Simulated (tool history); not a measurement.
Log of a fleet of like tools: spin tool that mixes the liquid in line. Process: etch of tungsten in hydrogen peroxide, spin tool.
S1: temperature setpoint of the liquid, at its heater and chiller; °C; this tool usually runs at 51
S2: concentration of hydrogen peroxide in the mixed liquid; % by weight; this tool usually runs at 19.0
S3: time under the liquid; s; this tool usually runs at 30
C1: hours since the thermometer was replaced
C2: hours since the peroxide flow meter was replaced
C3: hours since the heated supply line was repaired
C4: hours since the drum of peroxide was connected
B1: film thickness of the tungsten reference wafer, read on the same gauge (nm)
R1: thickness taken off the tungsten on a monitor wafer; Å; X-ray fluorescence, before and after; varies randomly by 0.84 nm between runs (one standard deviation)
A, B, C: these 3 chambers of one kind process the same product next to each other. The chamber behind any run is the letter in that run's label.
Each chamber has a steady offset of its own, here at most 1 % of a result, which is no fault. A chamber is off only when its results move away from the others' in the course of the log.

run	hour	S1	S2	S3	C1	C2	C3	C4	B1	R1
1B	7.2	51	19.0	30	499.3	1843.4	178.1	861.5	80.009	864.87
2A	16.7	51	19.0	30	255.9	960.1	788.3	578.3	80.040	892.68
3C	22.7	51	19.0	30	1073.3	201.7	572.5	96.5	79.992	873.84
4A	31.6	51	19.0	30	270.8	975.0	803.2	593.2	79.970	866.31
5C	36.4	51	19.0	30	1087.0	215.4	586.2	110.2	80.004	870.72
6B	41.7	51	19.0	30	533.8	1877.9	212.6	896.0	80.046	870.35
7C	52.5	59	19.0	30	1103.1	231.5	602.3	126.3	79.979	1380.00
8B	62.1	59	19.0	30	554.2	1898.3	233.0	916.4	80.001	1378.70
9A	69.4	59	19.0	30	308.6	1012.8	841.0	631.0	80.009	1395.90
10B	74.9	51	19.0	30	567.0	1911.1	245.8	929.2	79.995	855.47
11C	79.7	51	19.0	30	1130.3	258.7	629.5	153.5	80.018	871.13
12A	85.7	51	19.0	30	324.9	1029.1	857.3	647.3	79.988	896.35
13C	96.0	51	19.0	30	1146.6	275.0	645.8	169.8	80.019	870.50
14B	102.5	56	14.5	30	594.6	1938.7	273.4	956.8	79.994	1022.80
15A	110.5	56	14.5	30	349.7	1053.9	882.1	672.1	80.005	1055.50
16A	115.7	56	14.5	30	354.9	1059.1	887.3	677.3	80.002	1071.90
17C	123.5	51	19.0	30	1174.1	302.5	673.3	197.3	80.033	884.72
18B	128.8	51	19.0	30	620.9	1965.0	299.7	983.1	80.015	856.92
19A	136.1	47	13.5	30	375.3	1079.5	907.7	697.7	80.013	624.40
# hour 142.5: chamber B: peroxide flow meter replaced
20C	143.6	47	13.5	30	1194.2	322.6	693.4	217.4	79.979	565.04
21B	148.8	47	13.5	30	640.9	6.4	319.7	1003.1	80.029	579.25
22C	158.7	51	19.0	30	1209.3	337.7	708.5	232.5	79.977	879.79
23B	168.6	51	19.0	30	660.7	26.2	339.5	1022.9	80.014	866.16
24A	176.7	51	19.0	30	415.9	1120.1	948.3	738.3	80.004	984.41

Has any chamber moved away from the others, gradually or after a service, or does the common gauge drift, or do the chambers differ only by their own small steady offsets? State the chamber and the most likely cause if one applies.

It is chamber A that slowly wanders off from its peers.
Most likely cause: liquid hotter than its thermometer reads (K) = 2.26.

Below are 4 candidate recipes for chamber A's next run, each the usual settings with a change, their results shown as question marks. Which of them brings A's results back in line with what the other chambers give on the usual settings?
Counts as in line when no further than this from what the other chambers average on the usual settings: R1 29.00 Å
25A-1	184.6	49.0	18.5	30						?
25A-2	184.6	49.5	19.0	25						?
25A-3	184.6	53.0	19.5	35						?
25A-4	184.6	51.0	25.0	30						?

On the usual settings, the other chambers give on average: R1 866.26 Å
run	R1
25A-1	871.08
25A-2	757.86
25A-3	1322.90
25A-4	1141.80
25A-1 brings the chamber back in line.
